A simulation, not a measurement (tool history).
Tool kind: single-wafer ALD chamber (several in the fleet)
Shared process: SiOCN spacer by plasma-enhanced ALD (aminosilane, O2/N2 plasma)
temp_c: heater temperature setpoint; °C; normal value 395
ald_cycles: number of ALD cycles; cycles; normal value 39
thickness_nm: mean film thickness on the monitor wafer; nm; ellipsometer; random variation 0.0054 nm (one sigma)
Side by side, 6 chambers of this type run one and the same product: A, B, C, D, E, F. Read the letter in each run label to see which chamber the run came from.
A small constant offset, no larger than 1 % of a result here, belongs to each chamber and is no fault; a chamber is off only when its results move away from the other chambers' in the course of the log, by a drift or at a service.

run	hour	temp_c	ald_cycles	hours since the last thermocouple change	read-back reference wafer on the same gauge, thickness_nm	thickness_nm
1B	4.6	395	39	1384.0	1.9999	2.3354
2C	8.4	395	39	1355.2	2.0012	2.3549
3E	12.7	395	39	1928.7	1.9982	2.3531
4F	15.5	395	39	1336.7	1.9991	2.3658
5D	20.8	395	39	373.7	1.9988	2.3391
6A	24.5	395	39	523.5	1.9998	2.3597
7F	29.8	395	39	1351.0	1.9990	2.3645
8E	35.0	395	39	1951.0	1.9997	2.3481
9C	38.9	395	39	1385.7	2.0006	2.3526
10B	42.6	395	39	1422.0	1.9989	2.3453
11A	45.8	395	39	544.8	2.0009	2.3594
12D	51.0	404	39	403.9	2.0006	2.3228
13D	55.8	404	39	408.7	1.9990	2.3137
14F	59.4	404	39	1380.6	2.0000	2.3108
15A	62.7	404	39	561.7	1.9995	2.3253
16B	67.0	404	39	1446.4	2.0003	2.2869
17C	71.9	404	39	1418.7	2.0005	2.3196
18E	74.6	406	36	1990.6	2.0000	2.1152
19E	77.5	406	36	1993.5	1.9986	2.1131
20C	81.1	406	36	1427.9	2.0002	2.1399
21A	84.2	406	36	583.2	1.9996	2.1293
22F	89.2	406	36	1410.4	2.0003	2.1079
23B	92.0	406	36	1471.4	2.0005	2.1090
24D	96.3	395	39	449.2	1.9997	2.3434
25A	100.9	395	39	599.9	1.9981	2.3719
26C	106.1	395	39	1452.9	1.9999	2.3577
27F	110.3	395	39	1431.5	1.9991	2.3557
28B	114.7	395	39	1494.1	2.0002	2.3476
29D	120.1	395	39	473.0	2.0002	2.3366
30E	122.7	395	39	2038.7	1.9992	2.3479
31A	126.8	406	32	625.8	2.0003	1.9039
32C	130.3	406	32	1477.1	1.9991	1.9008
33B	135.6	406	32	1515.0	1.9996	1.8632
34D	140.4	406	32	493.3	2.0005	1.8809
35E	144.7	406	32	2060.7	1.9996	1.8782
36F	148.6	406	32	1469.8	2.0001	1.8824
37E	153.8	395	39	2069.8	2.0004	2.3564
38B	158.5	395	39	1537.9	2.0003	2.3372

Has any chamber moved away from the others, gradually or after a service, or does the common gauge drift, or do the chambers differ only by their own small steady offsets? State the chamber and the most likely cause if one applies.

No chamber stands off beyond its own small offset, and the gauge holds steady.
